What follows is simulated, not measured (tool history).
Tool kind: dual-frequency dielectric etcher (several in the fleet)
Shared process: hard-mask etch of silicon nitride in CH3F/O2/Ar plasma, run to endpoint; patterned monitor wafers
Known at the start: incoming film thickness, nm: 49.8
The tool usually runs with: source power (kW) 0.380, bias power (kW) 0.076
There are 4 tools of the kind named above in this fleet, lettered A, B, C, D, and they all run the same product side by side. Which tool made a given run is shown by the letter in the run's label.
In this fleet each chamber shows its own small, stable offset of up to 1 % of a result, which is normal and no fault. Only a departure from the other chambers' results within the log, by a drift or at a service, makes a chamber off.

| run | day | source power (kW) | bias power (kW) | endpoint time (s) |
|---|---|---|---|---|
| 1D | 0.279 | 0.380 | 0.076 | 71.977 |
| 2B | 0.717 | 0.380 | 0.076 | 72.254 |
| 3A | 1.017 | 0.380 | 0.076 | 72.462 |
| 4C | 1.392 | 0.380 | 0.076 | 72.260 |
|  | 1.396 | chamber B: bias power generator calibrated |
| 5C | 1.725 | 0.380 | 0.076 | 72.826 |
| 6B | 2.158 | 0.380 | 0.076 | 71.970 |
| 7A | 2.654 | 0.380 | 0.076 | 72.235 |
| 8D | 3.025 | 0.380 | 0.076 | 72.415 |
| 9A | 3.467 | 0.380 | 0.076 | 72.577 |
| 10C | 3.929 | 0.380 | 0.076 | 71.893 |
| 11D | 4.554 | 0.380 | 0.076 | 72.129 |
| 12B | 4.954 | 0.380 | 0.076 | 71.386 |
| 13A | 5.471 | 0.380 | 0.076 | 72.509 |
| 14D | 5.783 | 0.380 | 0.076 | 71.978 |
| 15B | 6.258 | 0.380 | 0.076 | 71.948 |
| 16C | 6.775 | 0.380 | 0.076 | 72.795 |
|  | 7.129 | chamber C: wet clean of the chamber |
|  | 7.283 | chamber B: wet clean of the chamber |
| 17A | 7.312 | 0.380 | 0.076 | 72.681 |
| 18D | 7.771 | 0.380 | 0.076 | 72.096 |
|  | 8.058 | chamber A: wet clean of the chamber |
| 19B | 8.150 | 0.380 | 0.076 | 72.317 |
| 20C | 8.438 | 0.380 | 0.076 | 74.297 |
| 21A | 8.712 | 0.310 | 0.076 | 78.560 |
| 22D | 9.062 | 0.310 | 0.076 | 78.070 |
| 23C | 9.438 | 0.310 | 0.076 | 80.787 |
| 24B | 9.758 | 0.310 | 0.076 | 77.798 |
| 25C | 10.304 | 0.380 | 0.076 | 74.684 |
| 26D | 10.883 | 0.380 | 0.076 | 72.593 |
| 27A | 11.221 | 0.380 | 0.076 | 72.312 |
| 28B | 11.750 | 0.380 | 0.076 | 72.213 |
| 29D | 12.042 | 0.300 | 0.070 | 81.524 |
| 30A | 12.321 | 0.300 | 0.070 | 81.890 |
| 31C | 12.633 | 0.300 | 0.070 | 84.064 |
| 32B | 13.054 | 0.300 | 0.070 | 81.297 |
| 33A | 13.392 | 0.380 | 0.076 | 72.723 |
| 34C | 13.696 | 0.380 | 0.076 | 74.657 |
| 35D | 14.238 | 0.380 | 0.076 | 72.161 |
| 36B | 14.854 | 0.380 | 0.076 | 72.148 |
| 37C | 15.383 | 0.380 | 0.058 | 81.428 |
| 38D | 15.783 | 0.380 | 0.058 | 79.513 |
| 39B | 16.062 | 0.380 | 0.058 | 79.331 |
| 40A | 16.662 | 0.380 | 0.058 | 79.563 |
| 41D | 17.004 | 0.380 | 0.076 | 72.341 |
| 42A | 17.475 | 0.380 | 0.076 | 73.134 |
| 43C | 18.092 | 0.380 | 0.076 | 74.609 |
| 44B | 18.421 | 0.380 | 0.076 | 72.264 |

Next, all 4 chambers run the settings below, one line each with question marks for the results. What does each chamber give?
| 45A | 18.875 | 0.380 | 0.092 | ? |
| 45B | 18.875 | 0.380 | 0.092 | ? |
| 45C | 18.875 | 0.380 | 0.092 | ? |
| 45D | 18.875 | 0.380 | 0.092 | ? |

| run | endpoint time (s) |
|---|---|
| 45A | 67.373 |
| 45B | 67.462 |
| 45C | 69.854 |
| 45D | 67.301 |
